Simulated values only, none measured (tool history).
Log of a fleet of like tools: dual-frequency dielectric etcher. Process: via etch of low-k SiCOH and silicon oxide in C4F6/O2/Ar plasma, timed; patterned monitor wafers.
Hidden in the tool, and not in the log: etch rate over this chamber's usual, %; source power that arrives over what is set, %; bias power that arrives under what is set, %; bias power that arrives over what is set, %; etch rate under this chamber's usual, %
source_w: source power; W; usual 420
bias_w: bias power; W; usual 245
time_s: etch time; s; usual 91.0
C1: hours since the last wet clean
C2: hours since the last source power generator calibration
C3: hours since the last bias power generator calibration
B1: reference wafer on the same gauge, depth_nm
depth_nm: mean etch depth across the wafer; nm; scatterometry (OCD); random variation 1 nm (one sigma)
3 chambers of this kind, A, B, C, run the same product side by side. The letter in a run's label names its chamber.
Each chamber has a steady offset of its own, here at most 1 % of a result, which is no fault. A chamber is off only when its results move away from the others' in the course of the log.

run 1C hour=3.1 | source_w=420 bias_w=245 time_s=91.0 | C1=122.8 C2=2393.8 C3=3193.2 | B1=288.85 | depth_nm=287.38
run 2A hour=5.3 | source_w=420 bias_w=245 time_s=91.0 | C1=9.0 C2=828.1 C3=350.6 | B1=289.04 | depth_nm=290.56
run 3B hour=8.9 | source_w=420 bias_w=245 time_s=91.0 | C1=578.1 C2=2379.1 C3=1210.8 | B1=289.02 | depth_nm=287.61
run 4A hour=11.6 | source_w=420 bias_w=245 time_s=91.0 | C1=15.3 C2=834.4 C3=356.9 | B1=289.01 | depth_nm=288.58
run 5B hour=16.0 | source_w=420 bias_w=245 time_s=91.0 | C1=585.2 C2=2386.2 C3=1217.9 | B1=288.97 | depth_nm=289.13
run 6C hour=19.7 | source_w=420 bias_w=245 time_s=91.0 | C1=139.4 C2=2410.4 C3=3209.8 | B1=288.91 | depth_nm=289.86
run 7B hour=24.3 | source_w=420 bias_w=245 time_s=91.0 | C1=593.5 C2=2394.5 C3=1226.2 | B1=288.64 | depth_nm=287.68
run 8C hour=27.6 | source_w=420 bias_w=245 time_s=91.0 | C1=147.3 C2=2418.3 C3=3217.7 | B1=289.05 | depth_nm=288.24
run 9A hour=30.1 | source_w=420 bias_w=245 time_s=91.0 | C1=33.8 C2=852.9 C3=375.4 | B1=289.01 | depth_nm=287.61
run 10B hour=34.1 | source_w=420 bias_w=245 time_s=91.0 | C1=603.3 C2=2404.3 C3=1236.0 | B1=289.18 | depth_nm=285.91
-- hour=39.0 chamber B: wet clean of the chamber
run 11C hour=39.0 | source_w=420 bias_w=245 time_s=91.0 | C1=158.7 C2=2429.7 C3=3229.1 | B1=289.19 | depth_nm=289.56
run 12A hour=43.1 | source_w=420 bias_w=245 time_s=91.0 | C1=46.8 C2=865.9 C3=388.4 | B1=288.92 | depth_nm=287.65
run 13A hour=45.9 | source_w=460 bias_w=245 time_s=114.5 | C1=49.6 C2=868.7 C3=391.2 | B1=288.87 | depth_nm=377.39
run 14C hour=49.6 | source_w=460 bias_w=245 time_s=114.5 | C1=169.3 C2=2440.3 C3=3239.7 | B1=288.90 | depth_nm=377.51
run 15B hour=52.6 | source_w=460 bias_w=245 time_s=114.5 | C1=13.6 C2=2422.8 C3=1254.5 | B1=289.05 | depth_nm=375.28
run 16C hour=55.5 | source_w=420 bias_w=245 time_s=67.0 | C1=175.2 C2=2446.2 C3=3245.6 | B1=288.92 | depth_nm=213.47
run 17A hour=58.9 | source_w=420 bias_w=245 time_s=67.0 | C1=62.6 C2=881.7 C3=404.2 | B1=289.24 | depth_nm=212.65
run 18B hour=61.7 | source_w=420 bias_w=245 time_s=67.0 | C1=22.7 C2=2431.9 C3=1263.6 | B1=289.04 | depth_nm=211.09
run 19A hour=64.1 | source_w=420 bias_w=245 time_s=91.0 | C1=67.8 C2=886.9 C3=409.4 | B1=288.82 | depth_nm=287.23
run 20C hour=68.9 | source_w=420 bias_w=245 time_s=91.0 | C1=188.6 C2=2459.6 C3=3259.0 | B1=289.27 | depth_nm=289.02
run 21B hour=72.6 | source_w=420 bias_w=245 time_s=91.0 | C1=33.6 C2=2442.8 C3=1274.5 | B1=289.01 | depth_nm=286.20
run 22B hour=76.9 | source_w=420 bias_w=245 time_s=91.0 | C1=37.9 C2=2447.1 C3=1278.8 | B1=288.79 | depth_nm=287.37
run 23C hour=81.3 | source_w=420 bias_w=245 time_s=91.0 | C1=201.0 C2=2472.0 C3=3271.4 | B1=289.13 | depth_nm=289.23
run 24A hour=86.0 | source_w=420 bias_w=245 time_s=91.0 | C1=89.7 C2=908.8 C3=431.3 | B1=289.04 | depth_nm=287.41
run 25C hour=90.3 | source_w=420 bias_w=245 time_s=91.0 | C1=210.0 C2=2481.0 C3=3280.4 | B1=289.18 | depth_nm=289.67
run 26B hour=94.6 | source_w=420 bias_w=245 time_s=91.0 | C1=55.6 C2=2464.8 C3=1296.5 | B1=289.06 | depth_nm=287.69
run 27A hour=98.9 | source_w=420 bias_w=245 time_s=91.0 | C1=102.6 C2=921.7 C3=444.2 | B1=289.10 | depth_nm=286.54
run 28A hour=103.9 | source_w=420 bias_w=245 time_s=91.0 | C1=107.6 C2=926.7 C3=449.2 | B1=288.95 | depth_nm=287.99
run 29C hour=108.6 | source_w=420 bias_w=245 time_s=91.0 | C1=228.3 C2=2499.3 C3=3298.7 | B1=289.04 | depth_nm=290.19
run 30B hour=111.2 | source_w=420 bias_w=245 time_s=91.0 | C1=72.2 C2=2481.4 C3=1313.1 | B1=288.93 | depth_nm=285.33
run 31A hour=115.9 | source_w=420 bias_w=245 time_s=91.0 | C1=119.6 C2=938.7 C3=461.2 | B1=288.94 | depth_nm=290.15
run 32C hour=120.9 | source_w=420 bias_w=277 time_s=91.0 | C1=240.6 C2=2511.6 C3=3311.0 | B1=289.15 | depth_nm=302.42

All 3 chambers run these settings next. Forecast each chamber's results:
run 33A hour=124.5 | source_w=360 bias_w=245 time_s=91.0 | depth_nm=?
run 33B hour=124.5 | source_w=360 bias_w=245 time_s=91.0 | depth_nm=?
run 33C hour=124.5 | source_w=360 bias_w=245 time_s=91.0 | depth_nm=?

run=33A depth_nm=271.36
run=33B depth_nm=271.43
run=33C depth_nm=270.76
